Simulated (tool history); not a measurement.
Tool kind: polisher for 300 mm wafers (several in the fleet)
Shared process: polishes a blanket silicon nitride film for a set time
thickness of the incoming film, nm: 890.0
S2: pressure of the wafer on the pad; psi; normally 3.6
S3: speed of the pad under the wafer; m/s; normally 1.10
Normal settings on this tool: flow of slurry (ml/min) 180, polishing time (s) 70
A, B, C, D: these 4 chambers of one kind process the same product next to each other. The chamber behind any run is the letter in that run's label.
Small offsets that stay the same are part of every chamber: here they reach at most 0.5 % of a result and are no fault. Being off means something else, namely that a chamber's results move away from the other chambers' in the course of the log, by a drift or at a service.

At hour 1.0: chamber D: worn pad replaced by a new one.
At hour 6.6: chamber B: slurry nozzle cleaned.
Run 1A, hour 8.4: usual settings. Result: film removed (Å) 1096.80.
Run 2C, hour 17.9: usual settings. Result: film removed (Å) 1085.00.
Run 3B, hour 25.8: usual settings. Result: film removed (Å) 1084.90.
Run 4D, hour 31.7: usual settings. Result: film removed (Å) 1106.70.
Run 5D, hour 37.5: usual settings. Result: film removed (Å) 1101.90.
At hour 40.7: chamber A: head pressure recalibrated.
At hour 44.3: chamber B: head pressure recalibrated.
Run 6A, hour 47.4: usual settings. Result: film removed (Å) 1084.50.
At hour 53.7: chamber D: slurry nozzle cleaned.
Run 7B, hour 56.5: usual settings. Result: film removed (Å) 1108.30.
At hour 57.9: chamber A: worn pad replaced by a new one.
Run 8C, hour 64.5: usual settings. Result: film removed (Å) 1084.90.
Run 9C, hour 69.5: usual settings. Result: film removed (Å) 1097.60.
At hour 72.6: chamber B: worn pad replaced by a new one.
Run 10B, hour 76.5: usual settings but flow of slurry (ml/min) 225, S2 4.9 psi. Result: film removed (Å) 1549.40.
Run 11A, hour 82.9: usual settings but flow of slurry (ml/min) 225, S2 4.9 psi. Result: film removed (Å) 1570.60.
Run 12D, hour 91.7: usual settings but flow of slurry (ml/min) 225, S2 4.9 psi. Result: film removed (Å) 1549.90.
Run 13C, hour 98.7: usual settings but flow of slurry (ml/min) 225, S2 4.9 psi. Result: film removed (Å) 1529.30.
Run 14B, hour 107.6: usual settings. Result: film removed (Å) 1091.70.
Run 15A, hour 117.1: usual settings. Result: film removed (Å) 1105.40.
Run 16D, hour 123.5: usual settings. Result: film removed (Å) 1088.20.
Run 17D, hour 128.4: usual settings. Result: film removed (Å) 1094.30.
At hour 131.3: chamber C: worn pad replaced by a new one.
Run 18C, hour 132.8: usual settings. Result: film removed (Å) 1085.00.
At hour 135.2: chamber D: head pressure recalibrated.
Run 19B, hour 138.7: usual settings. Result: film removed (Å) 1100.00.
Run 20A, hour 148.3: usual settings but S2 3.0 psi. Result: film removed (Å) 917.76.
Run 21A, hour 155.2: usual settings but S2 3.0 psi. Result: film removed (Å) 910.17.
Run 22C, hour 163.0: usual settings but S2 3.0 psi. Result: film removed (Å) 903.52.
Run 23B, hour 172.6: usual settings but S2 3.0 psi. Result: film removed (Å) 909.85.
Run 24D, hour 177.5: usual settings. Result: film removed (Å) 1109.00.
At hour 181.1: chamber D: worn pad replaced by a new one.
Run 25D, hour 185.0: usual settings. Result: film removed (Å) 1112.50.
At hour 185.9: chamber B: worn pad replaced by a new one.
Run 26A, hour 194.1: usual settings. Result: film removed (Å) 1108.40.
Run 27B, hour 202.1: usual settings. Result: film removed (Å) 1089.20.
Run 28C, hour 210.8: usual settings but flow of slurry (ml/min) 150. Result: film removed (Å) 1038.20.
Run 29C, hour 219.3: usual settings but flow of slurry (ml/min) 150. Result: film removed (Å) 1020.90.
Run 30B, hour 224.4: usual settings but flow of slurry (ml/min) 150. Result: film removed (Å) 1052.40.
Run 31D, hour 229.1: usual settings but flow of slurry (ml/min) 150. Result: film removed (Å) 1065.20.
At hour 232.1: chamber A: worn pad replaced by a new one.
Run 32A, hour 237.3: usual settings. Result: film removed (Å) 1096.20.
Run 33B, hour 246.2: usual settings. Result: film removed (Å) 1095.50.
Run 34D, hour 255.7: usual settings. Result: film removed (Å) 1098.00.

One chamber off, gauge drift, or nothing amiss beyond the chambers' own small offsets? If it is a chamber, which one, and what is the likeliest cause?

One chamber, C, drifts off from the rest bit by bit.
Likeliest cause: slurry flow missing at the pad, % = 23.5.
It could be hard to tell apart here from: head's pressure below its setpoint, %.

Which of the 4 candidates below, each the usual settings with something changed and its results left as question marks, puts chamber C back in line with what the other chambers give on the usual settings?
A result is in line if it is within this distance of the other chambers' mean on the usual settings: film removed (Å) 29.00
Run 35C-1, hour 262.9: usual settings but polishing time (s) 67. Result: film removed (Å) ?.
Run 35C-2, hour 262.9: usual settings but S2 3.7 psi, S3 1.14 m/s, polishing time (s) 72. Result: film removed (Å) ?.
Run 35C-3, hour 262.9: usual settings but S2 3.4 psi, S3 1.06 m/s. Result: film removed (Å) ?.
Run 35C-4, hour 262.9: usual settings but S2 3.7 psi, S3 1.12 m/s, polishing time (s) 71. Result: film removed (Å) ?.

Average result of the remaining chambers running the usual settings: film removed (Å) 1098.10
  run  film removed (Å)
35C-1           1003.40
35C-2           1140.10
35C-3            961.77
35C-4           1108.50
35C-4 is the one that brings the chamber's results back in line with the other chambers.

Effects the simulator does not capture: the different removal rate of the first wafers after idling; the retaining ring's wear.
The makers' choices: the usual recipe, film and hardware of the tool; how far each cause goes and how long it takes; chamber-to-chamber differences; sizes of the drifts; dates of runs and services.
